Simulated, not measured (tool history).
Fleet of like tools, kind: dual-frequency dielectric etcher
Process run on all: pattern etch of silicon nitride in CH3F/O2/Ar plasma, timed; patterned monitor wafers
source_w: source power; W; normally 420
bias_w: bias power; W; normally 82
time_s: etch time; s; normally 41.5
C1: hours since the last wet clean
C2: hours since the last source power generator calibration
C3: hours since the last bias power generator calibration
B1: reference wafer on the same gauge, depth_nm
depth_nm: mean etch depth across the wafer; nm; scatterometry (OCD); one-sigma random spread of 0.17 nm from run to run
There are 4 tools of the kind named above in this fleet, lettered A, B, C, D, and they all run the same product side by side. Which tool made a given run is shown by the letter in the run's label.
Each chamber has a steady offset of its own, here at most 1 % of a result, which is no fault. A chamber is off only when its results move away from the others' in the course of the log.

{"run": "1C", "hour": 7.7, "source_w": 420, "bias_w": 82, "time_s": 41.5, "C1": 328.1, "C2": 356.8, "C3": 1364.7, "B1": 31.083, "depth_nm": 31.336}
{"run": "2B", "hour": 15.1, "source_w": 420, "bias_w": 82, "time_s": 41.5, "C1": 159.4, "C2": 3150.5, "C3": 3247.4, "B1": 31.131, "depth_nm": 30.933}
{"run": "3D", "hour": 25.0, "source_w": 420, "bias_w": 82, "time_s": 41.5, "C1": 405.8, "C2": 2927.6, "C3": 625.9, "B1": 31.067, "depth_nm": 30.882}
{"run": "4A", "hour": 30.8, "source_w": 420, "bias_w": 82, "time_s": 41.5, "C1": 400.7, "C2": 1724.1, "C3": 3365.1, "B1": 31.172, "depth_nm": 31.057}
{"run": "5D", "hour": 39.6, "source_w": 420, "bias_w": 82, "time_s": 41.5, "C1": 420.4, "C2": 2942.2, "C3": 640.5, "B1": 31.07, "depth_nm": 30.658}
{"run": "6A", "hour": 50.3, "source_w": 420, "bias_w": 82, "time_s": 41.5, "C1": 420.2, "C2": 1743.6, "C3": 3384.6, "B1": 31.059, "depth_nm": 31.007}
{"run": "7B", "hour": 58.3, "source_w": 420, "bias_w": 82, "time_s": 41.5, "C1": 202.6, "C2": 3193.7, "C3": 3290.6, "B1": 31.091, "depth_nm": 31.01}
{"run": "8C", "hour": 65.0, "source_w": 330, "bias_w": 82, "time_s": 41.5, "C1": 385.4, "C2": 414.1, "C3": 1422, "B1": 31.1, "depth_nm": 28.833}
{"run": "9A", "hour": 72.1, "source_w": 330, "bias_w": 82, "time_s": 41.5, "C1": 442, "C2": 1765.4, "C3": 3406.4, "B1": 31.108, "depth_nm": 28.466}
{"hour": 79.0, "done": "chamber A: wet clean of the chamber"}
{"run": "10C", "hour": 84.0, "source_w": 330, "bias_w": 82, "time_s": 41.5, "C1": 404.4, "C2": 433.1, "C3": 1441, "B1": 31.104, "depth_nm": 28.969}
{"run": "11D", "hour": 91.4, "source_w": 330, "bias_w": 82, "time_s": 41.5, "C1": 472.2, "C2": 2994, "C3": 692.3, "B1": 31.118, "depth_nm": 28.11}
{"run": "12B", "hour": 101.6, "source_w": 500, "bias_w": 82, "time_s": 41.5, "C1": 245.9, "C2": 3237, "C3": 3333.9, "B1": 31.083, "depth_nm": 32.876}
{"run": "13C", "hour": 108.1, "source_w": 500, "bias_w": 82, "time_s": 41.5, "C1": 428.5, "C2": 457.2, "C3": 1465.1, "B1": 31.113, "depth_nm": 33.811}
{"run": "14D", "hour": 113.7, "source_w": 500, "bias_w": 82, "time_s": 41.5, "C1": 494.5, "C2": 3016.3, "C3": 714.6, "B1": 31.134, "depth_nm": 32.804}
{"hour": 121.7, "done": "chamber B: bias power generator calibrated"}
{"run": "15A", "hour": 125.0, "source_w": 500, "bias_w": 82, "time_s": 41.5, "C1": 46, "C2": 1818.3, "C3": 3459.3, "B1": 31.09, "depth_nm": 33.137}
{"run": "16B", "hour": 136.0, "source_w": 420, "bias_w": 82, "time_s": 41.5, "C1": 280.3, "C2": 3271.4, "C3": 14.4, "B1": 31.084, "depth_nm": 31.044}
{"run": "17D", "hour": 144.5, "source_w": 520, "bias_w": 82, "time_s": 41.5, "C1": 525.3, "C2": 3047.1, "C3": 745.4, "B1": 31.103, "depth_nm": 33.506}
{"hour": 147.0, "done": "chamber D: wet clean of the chamber"}
{"run": "18B", "hour": 155.7, "source_w": 520, "bias_w": 82, "time_s": 41.5, "C1": 300, "C2": 3291.1, "C3": 34.1, "B1": 31.107, "depth_nm": 33.554}
{"run": "19A", "hour": 163.1, "source_w": 520, "bias_w": 82, "time_s": 41.5, "C1": 84.1, "C2": 1856.4, "C3": 3497.4, "B1": 31.114, "depth_nm": 33.52}
{"run": "20C", "hour": 175.1, "source_w": 520, "bias_w": 82, "time_s": 41.5, "C1": 495.5, "C2": 524.2, "C3": 1532.1, "B1": 31.07, "depth_nm": 34.51}
{"run": "21C", "hour": 186.7, "source_w": 420, "bias_w": 82, "time_s": 41.5, "C1": 507.1, "C2": 535.8, "C3": 1543.7, "B1": 31.058, "depth_nm": 31.708}
{"run": "22A", "hour": 192.0, "source_w": 350, "bias_w": 82, "time_s": 41.5, "C1": 113, "C2": 1885.3, "C3": 3526.3, "B1": 31.152, "depth_nm": 29.125}
{"run": "23B", "hour": 201.1, "source_w": 350, "bias_w": 82, "time_s": 41.5, "C1": 345.4, "C2": 3336.5, "C3": 79.5, "B1": 31.092, "depth_nm": 28.891}
{"hour": 206.0, "done": "chamber D: source power generator calibrated"}
{"run": "24D", "hour": 207.7, "source_w": 350, "bias_w": 82, "time_s": 41.5, "C1": 60.8, "C2": 1.7, "C3": 808.6, "B1": 31.113, "depth_nm": 29.036}
{"run": "25D", "hour": 218.8, "source_w": 350, "bias_w": 82, "time_s": 41.5, "C1": 71.9, "C2": 12.8, "C3": 819.7, "B1": 31.116, "depth_nm": 29.01}
{"run": "26A", "hour": 224.5, "source_w": 420, "bias_w": 82, "time_s": 41.5, "C1": 145.5, "C2": 1917.8, "C3": 3558.8, "B1": 31.081, "depth_nm": 31.138}
{"run": "27C", "hour": 231.5, "source_w": 420, "bias_w": 100, "time_s": 41.5, "C1": 551.9, "C2": 580.6, "C3": 1588.5, "B1": 31.117, "depth_nm": 34.389}
{"run": "28B", "hour": 237.1, "source_w": 420, "bias_w": 100, "time_s": 41.5, "C1": 381.4, "C2": 3372.5, "C3": 115.5, "B1": 31.101, "depth_nm": 33.186}
{"run": "29D", "hour": 246.6, "source_w": 420, "bias_w": 100, "time_s": 41.5, "C1": 99.7, "C2": 40.6, "C3": 847.5, "B1": 31.09, "depth_nm": 32.858}
{"run": "30B", "hour": 252.9, "source_w": 420, "bias_w": 100, "time_s": 41.5, "C1": 397.2, "C2": 3388.3, "C3": 131.3, "B1": 31.049, "depth_nm": 32.988}
{"run": "31A", "hour": 264.1, "source_w": 420, "bias_w": 82, "time_s": 41.5, "C1": 185.1, "C2": 1957.4, "C3": 3598.4, "B1": 31.127, "depth_nm": 30.795}
{"run": "32C", "hour": 271.3, "source_w": 420, "bias_w": 82, "time_s": 41.5, "C1": 591.7, "C2": 620.4, "C3": 1628.3, "B1": 31.091, "depth_nm": 32.109}
{"run": "33A", "hour": 278.4, "source_w": 380, "bias_w": 82, "time_s": 41.5, "C1": 199.4, "C2": 1971.7, "C3": 3612.7, "B1": 31.166, "depth_nm": 29.607}
{"run": "34B", "hour": 290.3, "source_w": 380, "bias_w": 82, "time_s": 41.5, "C1": 434.6, "C2": 3425.7, "C3": 168.7, "B1": 31.074, "depth_nm": 29.525}
{"run": "35C", "hour": 298.5, "source_w": 380, "bias_w": 82, "time_s": 41.5, "C1": 618.9, "C2": 647.6, "C3": 1655.5, "B1": 31.117, "depth_nm": 31.322}
{"run": "36D", "hour": 309.3, "source_w": 380, "bias_w": 82, "time_s": 41.5, "C1": 162.4, "C2": 103.3, "C3": 910.2, "B1": 31.04, "depth_nm": 29.645}
{"run": "37A", "hour": 315.0, "source_w": 420, "bias_w": 82, "time_s": 41.5, "C1": 236, "C2": 2008.3, "C3": 3649.3, "B1": 31.119, "depth_nm": 31.211}
{"run": "38C", "hour": 321.4, "source_w": 420, "bias_w": 82, "time_s": 41.5, "C1": 641.8, "C2": 670.5, "C3": 1678.4, "B1": 31.128, "depth_nm": 32.344}

Read the log: is a single chamber off, either drifting away or since a service, is the gauge that measures every chamber drifting, or is nothing wrong beyond small per-chamber offsets? Name any odd chamber and what most likely caused it.

One chamber, C, drifts off from the rest bit by bit.
What lies behind it: etch rate over this chamber's usual, % = 3.11.

Here are 4 candidates for chamber C's next run, each the usual settings with a change, their results left as question marks. Which one brings its results back in line with what the others give on the usual settings?
In line here means within this much of the mean the other chambers give on the usual settings: depth_nm 0.58 nm
{"run": "39C-1", "hour": 330.1, "source_w": 420, "bias_w": 81, "time_s": 40, "depth_nm": "?"}
{"run": "39C-2", "hour": 330.1, "source_w": 410, "bias_w": 82, "time_s": 41.5, "depth_nm": "?"}
{"run": "39C-3", "hour": 330.1, "source_w": 420, "bias_w": 82, "time_s": 42, "depth_nm": "?"}
{"run": "39C-4", "hour": 330.1, "source_w": 470, "bias_w": 82, "time_s": 41.5, "depth_nm": "?"}

On the usual settings, the other chambers give on average: depth_nm 30.907 nm
run=39C-1 depth_nm=30.988
run=39C-2 depth_nm=31.995
run=39C-3 depth_nm=32.677
run=39C-4 depth_nm=33.695
Change 39C-1 lands the chamber within the allowed miss of the other chambers.
